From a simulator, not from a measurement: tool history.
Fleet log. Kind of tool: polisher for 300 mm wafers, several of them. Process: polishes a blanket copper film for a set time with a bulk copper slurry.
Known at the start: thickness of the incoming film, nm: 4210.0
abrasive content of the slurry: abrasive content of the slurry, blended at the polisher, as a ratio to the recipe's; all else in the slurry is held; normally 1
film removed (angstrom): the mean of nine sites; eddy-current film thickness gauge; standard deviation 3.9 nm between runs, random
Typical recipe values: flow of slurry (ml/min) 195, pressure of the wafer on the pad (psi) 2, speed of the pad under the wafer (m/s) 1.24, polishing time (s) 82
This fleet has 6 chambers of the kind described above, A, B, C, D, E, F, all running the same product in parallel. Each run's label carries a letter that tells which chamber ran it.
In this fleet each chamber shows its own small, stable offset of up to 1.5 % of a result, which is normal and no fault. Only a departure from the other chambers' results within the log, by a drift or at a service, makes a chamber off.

run,hour,flow of slurry (ml/min),pressure of the wafer on the pad (psi),speed of the pad under the wafer (m/s),abrasive content of the slurry,polishing time (s),wafers polished on this pad,hours since the slurry nozzle was cleaned,hours since the head pressure was calibrated,hours since the slurry blender was calibrated,film removed (angstrom)
1F,5.4,195,2,1.24,1,82,162,80.1,935.3,121.3,6056.7
2B,10.3,195,2,1.24,1,82,1020,62.3,753.9,369.1,6013.5
3D,15.2,195,2,1.24,1,82,264,88.7,277.4,240.2,6132.7
4A,19.9,195,2,1.24,1,82,704,208.2,793.5,329.7,6233.7
# hour 20.8: chamber B: worn pad replaced by a new one
# hour 25.6: chamber A: worn pad replaced by a new one
5E,25.6,195,2,1.24,1,82,332,310.6,1067.5,138.2,6108
# hour 27.5: chamber D: slurry blender recalibrated
6C,32.8,195,2,1.24,1,82,450,654.2,138.5,374.8,6109.5
7A,36.9,195,2,1.24,1,82,138,225.2,810.5,346.7,6159.5
8B,43.1,195,2,1.24,1,82,271,95.1,786.7,401.9,6018.3
# hour 44.1: chamber A: slurry blender recalibrated
# hour 49.4: chamber B: slurry blender recalibrated
9F,50.7,195,2,1.24,1,82,712,125.4,980.6,166.6,6045.7
# hour 53.4: chamber F: worn pad replaced by a new one
# hour 53.5: chamber C: slurry blender recalibrated
# hour 53.8: chamber D: worn pad replaced by a new one
# hour 58.7: chamber E: worn pad replaced by a new one
10E,59.7,195,2,1.24,1,82,13,344.7,1101.6,172.3,6041.3
# hour 62.8: chamber C: slurry nozzle cleaned
# hour 64.9: chamber C: worn pad replaced by a new one
11D,68.3,195,2,1.24,1,82,176,141.8,330.5,40.9,6097.5
12C,75.8,195,2,1.24,1,82,132,13,181.5,22.4,6157.6
13A,81.1,220,2,1.24,0.8,82,674,269.4,854.7,37,5977.5
# hour 83.1: chamber F: slurry blender recalibrated
14C,86.7,220,2,1.24,0.8,82,265,23.9,192.4,33.3,5939
# hour 89.8: chamber A: worn pad replaced by a new one
15D,93.4,220,2,1.24,0.8,82,481,166.9,355.6,66,5946.1
# hour 99.1: chamber B: worn pad replaced by a new one
16E,99.6,220,2,1.24,0.8,82,497,384.6,1141.5,212.2,5859
# hour 105.2: chamber F: worn pad replaced by a new one
17B,106.2,220,2,1.24,0.8,82,87,158.2,849.8,56.8,5865.8
# hour 112.3: chamber D: worn pad replaced by a new one
18F,115.2,220,2,1.24,0.8,82,122,189.9,1045.1,32.1,5825.9
# hour 119.2: chamber E: worn pad replaced by a new one
19E,119.4,195,2,1.24,1,82,3,404.4,1161.3,232,6083.9
20D,123.9,195,2,1.24,1,82,141,197.4,386.1,96.5,6140.6
21A,132.3,195,2,1.24,1,82,516,320.6,905.9,88.2,6120.8
22B,139.1,195,2,1.24,1,82,486,191.1,882.7,89.7,6011.4
# hour 142.1: chamber A: worn pad replaced by a new one
# hour 144.2: chamber E: head pressure recalibrated
23C,145.7,195,2,1.24,1,82,981,82.9,251.4,92.3,6129.8
# hour 150.9: chamber C: worn pad replaced by a new one
24F,152.5,195,2,1.24,1,82,575,227.2,1082.4,69.4,5996
# hour 154.6: chamber A: head pressure recalibrated
# hour 158.2: chamber F: worn pad replaced by a new one
25E,161.2,195,2,1.24,1,82,510,446.2,17.1,273.8,6621.1
26A,167.2,195,2,1.24,1,82,305,355.5,12.7,123.1,6108.3
# hour 167.6: chamber E: worn pad replaced by a new one
# hour 169.2: chamber F: slurry nozzle cleaned
27B,174,195,2,1.24,1,82,910,226,917.6,124.6,6022.6
28F,178.2,195,2.4,1.24,0.9,82,242,9.1,1108.1,95.1,7080.6
# hour 178.7: chamber D: worn pad replaced by a new one
29D,182.7,195,2.4,1.24,0.9,82,49,256.2,444.9,155.3,7135.7
# hour 188.6: chamber B: worn pad replaced by a new one
30C,189.8,195,2.4,1.24,0.9,82,472,127,295.5,136.4,7220.5
31C,195.5,195,2.4,1.24,0.9,82,541,132.7,301.2,142.1,7201.2
32E,201.4,195,2.4,1.24,0.9,82,410,486.4,57.3,314,7806.8
33A,207,195,2.4,1.24,0.9,82,788,395.3,52.5,162.9,7163
# hour 212.5: chamber B: slurry nozzle cleaned
# hour 213.9: chamber F: worn pad replaced by a new one
34B,214,230,2,1.44,1,82,309,1.6,957.6,164.6,7132.1
# hour 217.4: chamber E: slurry blender recalibrated
35F,218.2,230,2,1.44,1,82,52,49.1,1148.1,135.1,7122.5
36D,226.5,230,2,1.44,1,82,580,300,488.7,199.1,7292.1
# hour 229.6: chamber E: worn pad replaced by a new one
37E,232.1,230,2,1.44,1,82,31,517.1,88,14.7,7879.8

The same settings go to every chamber for the next run, one line per chamber below. Forecast the results for each:
38A,238.7,195,2,1.24,1,82,,,,,?
38B,238.7,195,2,1.24,1,82,,,,,?
38C,238.7,195,2,1.24,1,82,,,,,?
38D,238.7,195,2,1.24,1,82,,,,,?
38E,238.7,195,2,1.24,1,82,,,,,?
38F,238.7,195,2,1.24,1,82,,,,,?

run,film removed (angstrom)
38A,6194.2
38B,6035.3
38C,6126.8
38D,6091.7
38E,6534.8
38F,6014.8

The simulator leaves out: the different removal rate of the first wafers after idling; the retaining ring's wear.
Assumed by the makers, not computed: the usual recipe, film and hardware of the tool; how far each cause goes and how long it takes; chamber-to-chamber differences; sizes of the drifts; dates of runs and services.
